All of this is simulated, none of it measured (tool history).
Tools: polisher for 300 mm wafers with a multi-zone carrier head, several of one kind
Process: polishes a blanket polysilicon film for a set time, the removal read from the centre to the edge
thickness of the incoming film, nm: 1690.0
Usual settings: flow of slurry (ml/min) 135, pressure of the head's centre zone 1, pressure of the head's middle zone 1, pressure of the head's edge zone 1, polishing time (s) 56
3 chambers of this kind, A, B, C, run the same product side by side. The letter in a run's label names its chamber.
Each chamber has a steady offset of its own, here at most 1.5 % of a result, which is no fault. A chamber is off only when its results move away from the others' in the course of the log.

run   hour  flow of slurry (ml/min)  pressure of the head's centre zone  pressure of the head's middle zone  pressure of the head's edge zone  polishing time (s)  film removed at the wafer's centre (angstrom)  film removed at mid-radius (angstrom)  film removed at the wafer's edge (angstrom)
 1B    6.1                      135                                   1                                   1                                 1                  56                                         3433.7                                 3491.3                                       3471.9
       7.7  -- chamber A: worn pad replaced by a new one
 2A   11.6                      135                                   1                                   1                                 1                  56                                         3461.2                                 3474.1                                       3517.8
 3C   17.2                      135                                   1                                   1                                 1                  56                                         3472.3                                 3428.4                                       3464.1
 4B     22                      135                                   1                                   1                                 1                  56                                         3446.3                                 3441.2                                       3472.5
 5A   27.8                      135                                   1                                   1                              0.89                  56                                           3381                                 3422.8                                       3215.6
 6C   31.5                      135                                   1                                   1                              0.89                  56                                         3484.4                                 3437.2                                       3239.1
      32.4  -- chamber B: worn pad replaced by a new one
 7C   36.8                      135                                   1                                   1                              0.89                  56                                         3491.2                                 3428.5                                       3300.3
 8A   42.5                      135                                   1                                   1                                 1                  56                                         3400.7                                   3456                                       3484.6
        46  -- chamber C: worn pad replaced by a new one
 9B   47.2                      135                                   1                                   1                                 1                  56                                         3435.8                                   3469                                       3449.9
      50.8  -- chamber B: centre zone pressure recalibrated
10B   51.8                      135                                   1                                   1                              0.92                  56                                         3841.8                                 3458.1                                       3352.3
11A   57.2                      135                                   1                                   1                              0.92                  56                                         3461.1                                 3462.7                                       3306.4
12C   62.9                      135                                   1                                   1                              0.92                  56                                         3379.6                                 3441.3                                       3299.8
13A   68.1                      135                                   1                                   1                                 1                  56                                         3500.7                                 3428.1                                       3437.3
      69.2  -- chamber A: worn pad replaced by a new one
14C     72                      175                                   1                                   1                              0.96                  56                                         3695.3                                 3561.5                                         3505
15B     75                      175                                   1                                   1                              0.96                  56                                         3947.1                                 3669.4                                       3486.8
16A   78.7                      175                                   1                                   1                              0.96                  56                                         3614.5                                 3643.1                                         3542
17B   84.4                      135                                   1                                1.06                                 1                  56                                         3858.8                                 3647.9                                         3552
      87.4  -- chamber B: worn pad replaced by a new one
18C   88.6                      135                                   1                                1.06                                 1                  56                                         3497.5                                 3595.9                                       3468.1
19C   92.1                      135                                   1                                1.06                                 1                  56                                         3452.5                                 3662.8                                       3375.4
      93.5  -- chamber A: centre zone pressure recalibrated
20B     96                      135                                   1                                   1                                 1                  56                                         3781.5                                 3455.3                                       3529.5
21A    102                      135                                   1                                   1                                 1                  56                                         3439.8                                 3435.3                                       3536.5
     104.6  -- chamber C: worn pad replaced by a new one
22C  106.1                      135                                   1                                   1                                 1                  56                                         3461.6                                 3430.7                                       3471.2
23B  111.8                      135                                   1                                   1                                 1                  56                                         3784.1                                 3409.6                                         3530
24A  116.1                      135                                   1                                   1                                 1                  56                                         3494.6                                 3459.9                                       3449.9

All 3 chambers run these settings next. Forecast each chamber's results:
25A  120.5                      135                                   1                                   1                                 1                  56                                              ?                                      ?                                            ?
25B  120.5                      135                                   1                                   1                                 1                  56                                              ?                                      ?                                            ?
25C  120.5                      135                                   1                                   1                                 1                  56                                              ?                                      ?                                            ?

run  film removed at the wafer's centre (angstrom)  film removed at mid-radius (angstrom)  film removed at the wafer's edge (angstrom)
25A                                         3410.1                                 3489.1                                       3514.8
25B                                         3786.8                                 3485.4                                       3475.5
25C                                         3453.3                                 3444.3                                       3416.6
